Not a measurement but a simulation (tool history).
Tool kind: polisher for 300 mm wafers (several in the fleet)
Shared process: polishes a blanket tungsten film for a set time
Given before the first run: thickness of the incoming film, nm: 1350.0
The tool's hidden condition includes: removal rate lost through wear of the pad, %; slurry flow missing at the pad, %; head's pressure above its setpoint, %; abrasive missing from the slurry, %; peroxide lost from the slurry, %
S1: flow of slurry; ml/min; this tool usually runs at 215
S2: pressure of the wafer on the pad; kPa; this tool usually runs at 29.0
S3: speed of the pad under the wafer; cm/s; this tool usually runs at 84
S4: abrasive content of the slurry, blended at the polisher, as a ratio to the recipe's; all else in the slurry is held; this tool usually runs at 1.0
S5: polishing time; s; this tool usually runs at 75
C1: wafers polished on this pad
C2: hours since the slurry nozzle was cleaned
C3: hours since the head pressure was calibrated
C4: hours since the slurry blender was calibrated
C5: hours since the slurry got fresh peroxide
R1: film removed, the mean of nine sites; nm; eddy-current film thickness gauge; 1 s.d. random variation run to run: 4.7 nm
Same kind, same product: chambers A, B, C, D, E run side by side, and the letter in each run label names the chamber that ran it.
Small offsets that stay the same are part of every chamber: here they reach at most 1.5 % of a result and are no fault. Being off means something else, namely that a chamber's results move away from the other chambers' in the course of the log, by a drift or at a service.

Run 1C, hour 7.0: usual settings; C1 319; C2 425.7; C3 684.0; C4 135.2; C5 54.6. Result: R1 398.04 nm.
Run 2A, hour 14.6: usual settings; C1 533; C2 370.2; C3 390.0; C4 262.8; C5 137.2. Result: R1 394.91 nm.
At hour 22.4: chamber A: worn pad replaced by a new one.
Run 3D, hour 25.4: usual settings; C1 897; C2 488.2; C3 449.8; C4 134.3; C5 91.1. Result: R1 401.75 nm.
At hour 35.4: chamber D: worn pad replaced by a new one.
Run 4E, hour 35.6: usual settings; C1 668; C2 220.3; C3 275.6; C4 316.4; C5 123.6. Result: R1 411.02 nm.
At hour 40.9: chamber C: worn pad replaced by a new one.
Run 5B, hour 40.9: usual settings but S1 180 ml/min, S3 112 cm/s; C1 589; C2 351.0; C3 483.2; C4 108.9; C5 112.3. Result: R1 515.94 nm.
Run 6C, hour 46.5: usual settings but S1 180 ml/min, S3 112 cm/s; C1 61; C2 465.2; C3 723.5; C4 174.7; C5 94.1. Result: R1 509.11 nm.
At hour 53.0: chamber D: slurry nozzle cleaned.
At hour 53.1: chamber B: slurry blender recalibrated.
Run 7D, hour 55.9: usual settings but S1 180 ml/min, S3 112 cm/s; C1 223; C2 2.9; C3 480.3; C4 164.8; C5 121.6. Result: R1 521.87 nm.
At hour 60.2: chamber D: slurry tank refilled with fresh slurry and peroxide.
Run 8E, hour 65.7: usual settings but S1 180 ml/min, S3 112 cm/s; C1 994; C2 250.4; C3 305.7; C4 346.5; C5 153.7. Result: R1 533.98 nm.
At hour 66.4: chamber C: slurry blender recalibrated.
Run 9A, hour 73.8: usual settings but S1 180 ml/min, S3 112 cm/s; C1 557; C2 429.4; C3 449.2; C4 322.0; C5 196.4. Result: R1 531.48 nm.
At hour 78.4: chamber E: worn pad replaced by a new one.
Run 10B, hour 82.6: usual settings but S4 1.3; C1 1042; C2 392.7; C3 524.9; C4 29.6; C5 154.0. Result: R1 424.66 nm.
At hour 87.6: chamber E: slurry tank refilled with fresh slurry and peroxide.
Run 11E, hour 88.1: usual settings but S4 1.3; C1 105; C2 272.8; C3 328.1; C4 368.9; C5 0.6. Result: R1 427.84 nm.
At hour 89.0: chamber B: slurry tank refilled with fresh slurry and peroxide.
At hour 90.2: chamber B: worn pad replaced by a new one.
At hour 92.5: chamber A: worn pad replaced by a new one.
At hour 93.0: chamber C: slurry tank refilled with fresh slurry and peroxide.
Run 12B, hour 95.6: usual settings but S4 1.3; C1 59; C2 405.7; C3 537.9; C4 42.6; C5 6.6. Result: R1 429.14 nm.
At hour 98.4: chamber A: slurry blender recalibrated.
Run 13C, hour 102.9: usual settings but S4 1.3; C1 672; C2 521.6; C3 779.9; C4 36.5; C5 9.9. Result: R1 421.95 nm.
At hour 107.1: chamber C: worn pad replaced by a new one.
Run 14D, hour 111.4: usual settings but S4 1.3; C1 825; C2 58.4; C3 535.8; C4 220.3; C5 51.3. Result: R1 428.96 nm.
Run 15A, hour 122.9: usual settings but S5 95 s; C1 330; C2 478.5; C3 498.3; C4 24.5; C5 245.5. Result: R1 507.24 nm.
Run 16D, hour 128.4: usual settings but S5 95 s; C1 1009; C2 75.4; C3 552.8; C4 237.3; C5 68.3. Result: R1 510.09 nm.
At hour 135.4: chamber D: worn pad replaced by a new one.
Run 17C, hour 136.4: usual settings but S5 95 s; C1 318; C2 555.1; C3 813.4; C4 70.0; C5 43.4. Result: R1 498.80 nm.
Run 18B, hour 142.2: usual settings but S5 95 s; C1 564; C2 452.3; C3 584.5; C4 89.2; C5 53.2. Result: R1 506.71 nm.
Run 19E, hour 149.2: usual settings but S5 95 s; C1 768; C2 333.9; C3 389.2; C4 430.0; C5 61.7. Result: R1 518.59 nm.
At hour 156.4: chamber A: worn pad replaced by a new one.
At hour 158.7: chamber D: slurry tank refilled with fresh slurry and peroxide.
Run 20A, hour 160.4: usual settings; C1 44; C2 516.0; C3 535.8; C4 62.0; C5 283.0. Result: R1 382.89 nm.
At hour 161.3: chamber E: worn pad replaced by a new one.
Run 21C, hour 172.2: usual settings; C1 706; C2 590.9; C3 849.2; C4 105.8; C5 79.2. Result: R1 403.18 nm.
At hour 175.0: chamber B: slurry blender recalibrated.
Run 22A, hour 182.2: usual settings; C1 280; C2 537.8; C3 557.6; C4 83.8; C5 304.8. Result: R1 374.81 nm.
At hour 183.6: chamber B: worn pad replaced by a new one.
Run 23E, hour 187.3: usual settings; C1 283; C2 372.0; C3 427.3; C4 468.1; C5 99.8. Result: R1 402.84 nm.
At hour 191.0: chamber C: worn pad replaced by a new one.
At hour 191.2: chamber D: slurry blender recalibrated.
Run 24B, hour 197.4: usual settings; C1 150; C2 507.5; C3 639.7; C4 22.4; C5 108.4. Result: R1 399.31 nm.
Run 25D, hour 203.1: usual settings; C1 734; C2 150.1; C3 627.5; C4 11.9; C5 44.5. Result: R1 396.63 nm.
Run 26A, hour 210.2: usual settings but S4 1.2, S5 60 s; C1 584; C2 565.8; C3 585.6; C4 111.8; C5 332.8. Result: R1 322.55 nm.
Run 27B, hour 217.5: usual settings but S4 1.2, S5 60 s; C1 368; C2 527.6; C3 659.8; C4 42.5; C5 128.5. Result: R1 333.56 nm.
At hour 223.6: chamber E: slurry blender recalibrated.
At hour 223.8: chamber A: worn pad replaced by a new one.
Run 28D, hour 223.8: usual settings but S4 1.2, S5 60 s; C1 959; C2 170.8; C3 648.2; C4 32.6; C5 65.2. Result: R1 335.11 nm.
At hour 227.1: chamber C: slurry blender recalibrated.
At hour 230.8: chamber D: worn pad replaced by a new one.
Run 29C, hour 232.1: usual settings but S4 1.2, S5 60 s; C1 446; C2 650.8; C3 909.1; C4 5.0; C5 139.1. Result: R1 335.69 nm.
At hour 233.1: chamber C: slurry tank refilled with fresh slurry and peroxide.
Run 30E, hour 241.7: usual settings but S4 1.2, S5 60 s; C1 873; C2 426.4; C3 481.7; C4 18.1; C5 154.2. Result: R1 336.25 nm.
At hour 245.2: chamber B: slurry tank refilled with fresh slurry and peroxide.
Run 31E, hour 248.5: usual settings; C1 946; C2 433.2; C3 488.5; C4 24.9; C5 161.0. Result: R1 410.88 nm.
Run 32D, hour 254.8: usual settings; C1 260; C2 201.8; C3 679.2; C4 63.6; C5 96.2. Result: R1 397.85 nm.
Run 33C, hour 266.2: usual settings; C1 816; C2 684.9; C3 943.2; C4 39.1; C5 33.1. Result: R1 388.62 nm.
At hour 267.0: chamber C: worn pad replaced by a new one.
Run 34B, hour 274.6: usual settings; C1 988; C2 584.7; C3 716.9; C4 99.6; C5 29.4. Result: R1 403.11 nm.
Run 35A, hour 284.7: usual settings; C1 661; C2 640.3; C3 660.1; C4 186.3; C5 407.3. Result: R1 357.06 nm.
Run 36C, hour 290.6: usual settings; C1 256; C2 709.3; C3 967.6; C4 63.5; C5 57.5. Result: R1 400.11 nm.
At hour 292.1: chamber A: worn pad replaced by a new one.
At hour 300.4: chamber B: worn pad replaced by a new one.
Run 37B, hour 302.2: usual settings; C1 19; C2 612.3; C3 744.5; C4 127.2; C5 57.0. Result: R1 395.25 nm.
Run 38A, hour 308.5: usual settings; C1 178; C2 664.1; C3 683.9; C4 210.1; C5 431.1. Result: R1 361.72 nm.

Has any chamber moved away from the others, gradually or after a service, or does the common gauge drift, or do the chambers differ only by their own small steady offsets? State the chamber and the most likely cause if one applies.

Chamber A drifts away from the others.
Likeliest cause: peroxide lost from the slurry, % = 28.6.
From this log alone, it may not be told apart from: head's pressure below its setpoint, %.

Chamber A could run next with any of the 4 candidate recipes listed below; each alters the usual settings, and their results appear as question marks. Which one brings its results back in line with what the other chambers deliver on the usual settings?
In-line tolerance around the mean of the other chambers on the usual settings: R1 16.00 nm
Run 39A-1, hour 316.9: usual settings but S1 220 ml/min, S2 32.4 kPa. Result: R1 ?.
Run 39A-2, hour 316.9: usual settings but S1 210 ml/min, S2 22.8 kPa. Result: R1 ?.
Run 39A-3, hour 316.9: usual settings but S2 27.6 kPa, S3 80 cm/s, S5 72 s. Result: R1 ?.
Run 39A-4, hour 316.9: usual settings but S2 31.7 kPa, S3 92 cm/s, S5 81 s. Result: R1 ?.

What the other chambers average on the usual settings: R1 401.14 nm
  run      R1
39A-1  397.27
39A-2  277.55
39A-3  308.36
39A-4  458.62
Change 39A-1 lands the chamber within the allowed miss of the other chambers.
